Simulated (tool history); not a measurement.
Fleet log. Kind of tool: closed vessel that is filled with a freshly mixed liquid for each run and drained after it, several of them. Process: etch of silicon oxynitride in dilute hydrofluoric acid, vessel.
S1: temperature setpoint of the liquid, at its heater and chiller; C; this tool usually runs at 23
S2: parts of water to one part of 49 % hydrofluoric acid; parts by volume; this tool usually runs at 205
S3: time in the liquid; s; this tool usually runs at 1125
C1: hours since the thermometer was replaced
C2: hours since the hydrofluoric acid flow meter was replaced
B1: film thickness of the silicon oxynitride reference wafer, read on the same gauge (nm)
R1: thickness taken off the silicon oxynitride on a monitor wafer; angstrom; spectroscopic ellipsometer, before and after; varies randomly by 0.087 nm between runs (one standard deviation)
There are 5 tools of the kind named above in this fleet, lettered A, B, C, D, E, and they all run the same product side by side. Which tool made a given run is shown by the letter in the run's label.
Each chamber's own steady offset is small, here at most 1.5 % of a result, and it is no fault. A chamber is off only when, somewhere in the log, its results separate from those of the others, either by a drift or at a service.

{"run": "1A", "hour": 5.9, "S1": 23, "S2": 205, "S3": 1125, "C1": 2332.1, "C2": 175.8, "B1": 120.02, "R1": 159.55}
{"run": "2D", "hour": 10.4, "S1": 23, "S2": 205, "S3": 1125, "C1": 1871.7, "C2": 103.1, "B1": 119.96, "R1": 157.46}
{"run": "3C", "hour": 14.4, "S1": 23, "S2": 205, "S3": 1125, "C1": 109.8, "C2": 1511.6, "B1": 120.02, "R1": 158.72}
{"run": "4E", "hour": 20.9, "S1": 23, "S2": 205, "S3": 1125, "C1": 650.9, "C2": 691.5, "B1": 119.96, "R1": 158.48}
{"run": "5B", "hour": 26.9, "S1": 23, "S2": 205, "S3": 1125, "C1": 797.3, "C2": 472.6, "B1": 120, "R1": 158.93}
{"run": "6B", "hour": 32.0, "S1": 23, "S2": 205, "S3": 1125, "C1": 802.4, "C2": 477.7, "B1": 120.05, "R1": 157.46}
{"run": "7C", "hour": 35.8, "S1": 23, "S2": 205, "S3": 1125, "C1": 131.2, "C2": 1533, "B1": 119.97, "R1": 160.51}
{"run": "8E", "hour": 39.1, "S1": 23, "S2": 205, "S3": 1125, "C1": 669.1, "C2": 709.7, "B1": 120, "R1": 158.69}
{"run": "9A", "hour": 42.1, "S1": 24.5, "S2": 130, "S3": 1125, "C1": 2368.3, "C2": 212, "B1": 120.02, "R1": 281.15}
{"run": "10D", "hour": 46.2, "S1": 24.5, "S2": 130, "S3": 1125, "C1": 1907.5, "C2": 138.9, "B1": 120.02, "R1": 281.12}
{"run": "11C", "hour": 52.7, "S1": 24.5, "S2": 130, "S3": 1125, "C1": 148.1, "C2": 1549.9, "B1": 120.02, "R1": 280.79}
{"run": "12E", "hour": 55.9, "S1": 24.5, "S2": 130, "S3": 1125, "C1": 685.9, "C2": 726.5, "B1": 119.99, "R1": 281.62}
{"run": "13D", "hour": 60.8, "S1": 24.5, "S2": 130, "S3": 1125, "C1": 1922.1, "C2": 153.5, "B1": 120.03, "R1": 280.61}
{"run": "14A", "hour": 64.5, "S1": 23, "S2": 205, "S3": 1125, "C1": 2390.7, "C2": 234.4, "B1": 120, "R1": 160.12}
{"run": "15B", "hour": 67.8, "S1": 23, "S2": 205, "S3": 1125, "C1": 838.2, "C2": 513.5, "B1": 119.99, "R1": 157.18}
{"run": "16D", "hour": 73.9, "S1": 23, "S2": 205, "S3": 1125, "C1": 1935.2, "C2": 166.6, "B1": 120, "R1": 158.04}
{"run": "17C", "hour": 80.6, "S1": 23, "S2": 205, "S3": 1125, "C1": 176, "C2": 1577.8, "B1": 119.97, "R1": 161.13}
{"run": "18B", "hour": 86.6, "S1": 23, "S2": 205, "S3": 1125, "C1": 857, "C2": 532.3, "B1": 120.02, "R1": 156.02}
{"run": "19E", "hour": 92.5, "S1": 23, "S2": 205, "S3": 1125, "C1": 722.5, "C2": 763.1, "B1": 120, "R1": 160.02}
{"run": "20A", "hour": 98.0, "S1": 23, "S2": 205, "S3": 1125, "C1": 2424.2, "C2": 267.9, "B1": 119.99, "R1": 158.11}
{"run": "21C", "hour": 101.1, "S1": 23, "S2": 205, "S3": 1125, "C1": 196.5, "C2": 1598.3, "B1": 120.03, "R1": 160.57}
{"run": "22D", "hour": 105.6, "S1": 23, "S2": 205, "S3": 1125, "C1": 1966.9, "C2": 198.3, "B1": 120.02, "R1": 156.81}
{"run": "23E", "hour": 111.8, "S1": 23, "S2": 205, "S3": 1125, "C1": 741.8, "C2": 782.4, "B1": 119.97, "R1": 158.96}
{"run": "24B", "hour": 115.1, "S1": 23, "S2": 205, "S3": 1125, "C1": 885.5, "C2": 560.8, "B1": 119.99, "R1": 154.33}
{"run": "25A", "hour": 120.2, "S1": 23, "S2": 205, "S3": 1125, "C1": 2446.4, "C2": 290.1, "B1": 120.03, "R1": 159.03}
{"run": "26A", "hour": 124.5, "S1": 23, "S2": 205, "S3": 1125, "C1": 2450.7, "C2": 294.4, "B1": 120.01, "R1": 158.9}
{"run": "27B", "hour": 130.3, "S1": 23, "S2": 205, "S3": 1125, "C1": 900.7, "C2": 576, "B1": 120.03, "R1": 154.26}
{"run": "28D", "hour": 135.1, "S1": 23, "S2": 205, "S3": 1125, "C1": 1996.4, "C2": 227.8, "B1": 120.01, "R1": 158.55}
{"run": "29C", "hour": 141.9, "S1": 23, "S2": 205, "S3": 1125, "C1": 237.3, "C2": 1639.1, "B1": 120.03, "R1": 159.02}
{"run": "30E", "hour": 145.3, "S1": 23, "S2": 205, "S3": 1125, "C1": 775.3, "C2": 815.9, "B1": 120.03, "R1": 158.79}
{"hour": 147.0, "done": "chamber E: thermometer replaced"}
{"run": "31A", "hour": 150.0, "S1": 23, "S2": 205, "S3": 1125, "C1": 2476.2, "C2": 319.9, "B1": 120, "R1": 159.26}
{"run": "32C", "hour": 153.8, "S1": 23, "S2": 205, "S3": 1125, "C1": 249.2, "C2": 1651, "B1": 119.99, "R1": 160.92}
{"run": "33D", "hour": 157.6, "S1": 23, "S2": 205, "S3": 1125, "C1": 2018.9, "C2": 250.3, "B1": 120.02, "R1": 157.71}
{"run": "34E", "hour": 161.3, "S1": 23, "S2": 205, "S3": 1125, "C1": 14.3, "C2": 831.9, "B1": 120.02, "R1": 158.18}
{"run": "35B", "hour": 164.9, "S1": 23, "S2": 205, "S3": 1125, "C1": 935.3, "C2": 610.6, "B1": 119.97, "R1": 153.4}
{"run": "36C", "hour": 169.4, "S1": 23, "S2": 205, "S3": 1125, "C1": 264.8, "C2": 1666.6, "B1": 120.03, "R1": 159.7}
{"run": "37B", "hour": 174.2, "S1": 20, "S2": 135, "S3": 1125, "C1": 944.6, "C2": 619.9, "B1": 120.01, "R1": 212.44}
{"run": "38E", "hour": 178.0, "S1": 20, "S2": 135, "S3": 1125, "C1": 31, "C2": 848.6, "B1": 120.01, "R1": 218.51}
{"run": "39A", "hour": 183.6, "S1": 20, "S2": 135, "S3": 1125, "C1": 2509.8, "C2": 353.5, "B1": 120.04, "R1": 217.42}
{"run": "40D", "hour": 189.5, "S1": 20, "S2": 135, "S3": 1125, "C1": 2050.8, "C2": 282.2, "B1": 119.97, "R1": 219.28}
{"run": "41A", "hour": 193.2, "S1": 20, "S2": 135, "S3": 1125, "C1": 2519.4, "C2": 363.1, "B1": 119.99, "R1": 217.71}
{"run": "42C", "hour": 199.4, "S1": 23, "S2": 205, "S3": 1125, "C1": 294.8, "C2": 1696.6, "B1": 119.95, "R1": 158.69}
{"run": "43D", "hour": 204.7, "S1": 23, "S2": 205, "S3": 1125, "C1": 2066, "C2": 297.4, "B1": 119.99, "R1": 156.54}
{"run": "44B", "hour": 211.2, "S1": 23, "S2": 205, "S3": 1125, "C1": 981.6, "C2": 656.9, "B1": 120.03, "R1": 151.9}

Next, all 5 chambers run the settings below, one line each with question marks for the results. What does each chamber give?
{"run": "45A", "hour": 216.2, "S1": 23, "S2": 205, "S3": 1125, "R1": "?"}
{"run": "45B", "hour": 216.2, "S1": 23, "S2": 205, "S3": 1125, "R1": "?"}
{"run": "45C", "hour": 216.2, "S1": 23, "S2": 205, "S3": 1125, "R1": "?"}
{"run": "45D", "hour": 216.2, "S1": 23, "S2": 205, "S3": 1125, "R1": "?"}
{"run": "45E", "hour": 216.2, "S1": 23, "S2": 205, "S3": 1125, "R1": "?"}

run=45A R1=160.05
run=45B R1=150.71
run=45C R1=159.97
run=45D R1=157.43
run=45E R1=159.19
